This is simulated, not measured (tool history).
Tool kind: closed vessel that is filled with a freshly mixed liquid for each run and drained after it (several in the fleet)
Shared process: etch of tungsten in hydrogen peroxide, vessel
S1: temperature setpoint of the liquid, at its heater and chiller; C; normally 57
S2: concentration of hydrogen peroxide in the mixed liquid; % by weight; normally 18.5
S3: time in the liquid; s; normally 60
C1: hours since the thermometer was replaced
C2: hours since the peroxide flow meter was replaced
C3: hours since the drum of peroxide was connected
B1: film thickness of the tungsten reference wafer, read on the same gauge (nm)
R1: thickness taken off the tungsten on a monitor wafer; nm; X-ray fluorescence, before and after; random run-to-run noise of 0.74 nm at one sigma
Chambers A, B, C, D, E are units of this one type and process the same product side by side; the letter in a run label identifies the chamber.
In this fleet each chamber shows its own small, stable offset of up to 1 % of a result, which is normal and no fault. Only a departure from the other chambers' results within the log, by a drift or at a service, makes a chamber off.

| run | hour | S1 | S2 | S3 | C1 | C2 | C3 | B1 | R1 |
|---|---|---|---|---|---|---|---|---|---|
| 1A | 12.5 | 57 | 18.5 | 60 | 1031.5 | 100.4 | 973.4 | 79.991 | 113.270 |
| 2D | 27.5 | 57 | 18.5 | 60 | 1085.9 | 102.8 | 799.0 | 79.997 | 113.740 |
| 3B | 35.1 | 57 | 18.5 | 60 | 1660.4 | 954.3 | 337.8 | 80.004 | 111.490 |
| 4E | 49.9 | 57 | 18.5 | 60 | 1696.3 | 54.5 | 54.0 | 79.993 | 110.410 |
| 5C | 59.2 | 57 | 21.5 | 50 | 773.4 | 597.0 | 341.2 | 80.006 | 98.935 |
| 6B | 71.4 | 57 | 21.5 | 50 | 1696.7 | 990.6 | 374.1 | 79.969 | 99.509 |
|  | 75.3 | chamber A: new drum of peroxide connected |
|  | 75.4 | chamber B: new drum of peroxide connected |
| 7E | 87.0 | 57 | 21.5 | 50 | 1733.4 | 91.6 | 91.1 | 80.031 | 100.510 |
| 8D | 98.0 | 57 | 21.5 | 50 | 1156.4 | 173.3 | 869.5 | 80.012 | 100.190 |
| 9A | 108.6 | 57 | 21.5 | 50 | 1127.6 | 196.5 | 33.4 | 79.992 | 101.430 |
| 10C | 121.2 | 57 | 18.5 | 60 | 835.4 | 659.0 | 403.2 | 79.954 | 110.470 |
| 11D | 133.4 | 57 | 18.5 | 60 | 1191.8 | 208.7 | 904.9 | 79.969 | 112.790 |
| 12B | 146.8 | 57 | 18.5 | 60 | 1772.1 | 1066.0 | 71.5 | 80.004 | 113.290 |
| 13E | 157.2 | 66 | 18.5 | 75 | 1803.6 | 161.8 | 161.3 | 79.999 | 231.910 |
| 14A | 173.0 | 66 | 18.5 | 75 | 1192.0 | 260.9 | 97.8 | 79.998 | 232.290 |
| 15C | 187.8 | 66 | 18.5 | 75 | 902.0 | 725.6 | 469.8 | 80.017 | 232.960 |
| 16A | 196.3 | 66 | 18.5 | 75 | 1215.3 | 284.2 | 121.1 | 80.042 | 231.120 |
| 17C | 212.3 | 66 | 18.5 | 75 | 926.5 | 750.1 | 494.3 | 79.995 | 233.100 |
| 18E | 219.6 | 57 | 18.5 | 60 | 1866.0 | 224.2 | 223.7 | 80.029 | 110.950 |
|  | 222.6 | chamber C: thermometer replaced |
| 19B | 235.9 | 57 | 18.5 | 60 | 1861.2 | 1155.1 | 160.6 | 80.005 | 112.580 |
| 20D | 249.2 | 57 | 18.5 | 60 | 1307.6 | 324.5 | 1020.7 | 80.021 | 113.000 |
| 21A | 263.4 | 57 | 18.5 | 60 | 1282.4 | 351.3 | 188.2 | 79.952 | 111.790 |
| 22E | 278.3 | 64 | 18.5 | 60 | 1924.7 | 282.9 | 282.4 | 79.998 | 166.600 |
| 23C | 291.3 | 64 | 18.5 | 60 | 68.7 | 829.1 | 573.3 | 80.012 | 166.470 |
| 24D | 300.4 | 64 | 18.5 | 60 | 1358.8 | 375.7 | 1071.9 | 80.000 | 167.260 |
| 25B | 314.5 | 64 | 18.5 | 60 | 1939.8 | 1233.7 | 239.2 | 79.986 | 167.110 |
| 26A | 326.3 | 64 | 18.5 | 60 | 1345.3 | 414.2 | 251.1 | 79.998 | 166.460 |
| 27C | 341.1 | 57 | 18.5 | 60 | 118.5 | 878.9 | 623.1 | 80.011 | 111.930 |
| 28B | 348.3 | 57 | 18.5 | 60 | 1973.6 | 1267.5 | 273.0 | 79.974 | 111.010 |
| 29D | 355.8 | 57 | 18.5 | 60 | 1414.2 | 431.1 | 1127.3 | 80.012 | 112.280 |
| 30E | 364.8 | 57 | 18.5 | 60 | 2011.2 | 369.4 | 368.9 | 79.983 | 111.310 |
| 31E | 375.6 | 57 | 18.5 | 60 | 2022.0 | 380.2 | 379.7 | 80.036 | 112.050 |
| 32D | 383.3 | 57 | 18.5 | 60 | 1441.7 | 458.6 | 1154.8 | 79.997 | 112.970 |
| 33C | 399.6 | 57 | 18.5 | 60 | 177.0 | 937.4 | 681.6 | 80.006 | 111.330 |

All 5 chambers run these settings next. Forecast each chamber's results:
| 34A | 411.3 | 63 | 18.5 | 60 |  |  |  |  | ? |
| 34B | 411.3 | 63 | 18.5 | 60 |  |  |  |  | ? |
| 34C | 411.3 | 63 | 18.5 | 60 |  |  |  |  | ? |
| 34D | 411.3 | 63 | 18.5 | 60 |  |  |  |  | ? |
| 34E | 411.3 | 63 | 18.5 | 60 |  |  |  |  | ? |

| run | R1 |
|---|---|
| 34A | 157.860 |
| 34B | 160.540 |
| 34C | 156.760 |
| 34D | 158.190 |
| 34E | 158.850 |
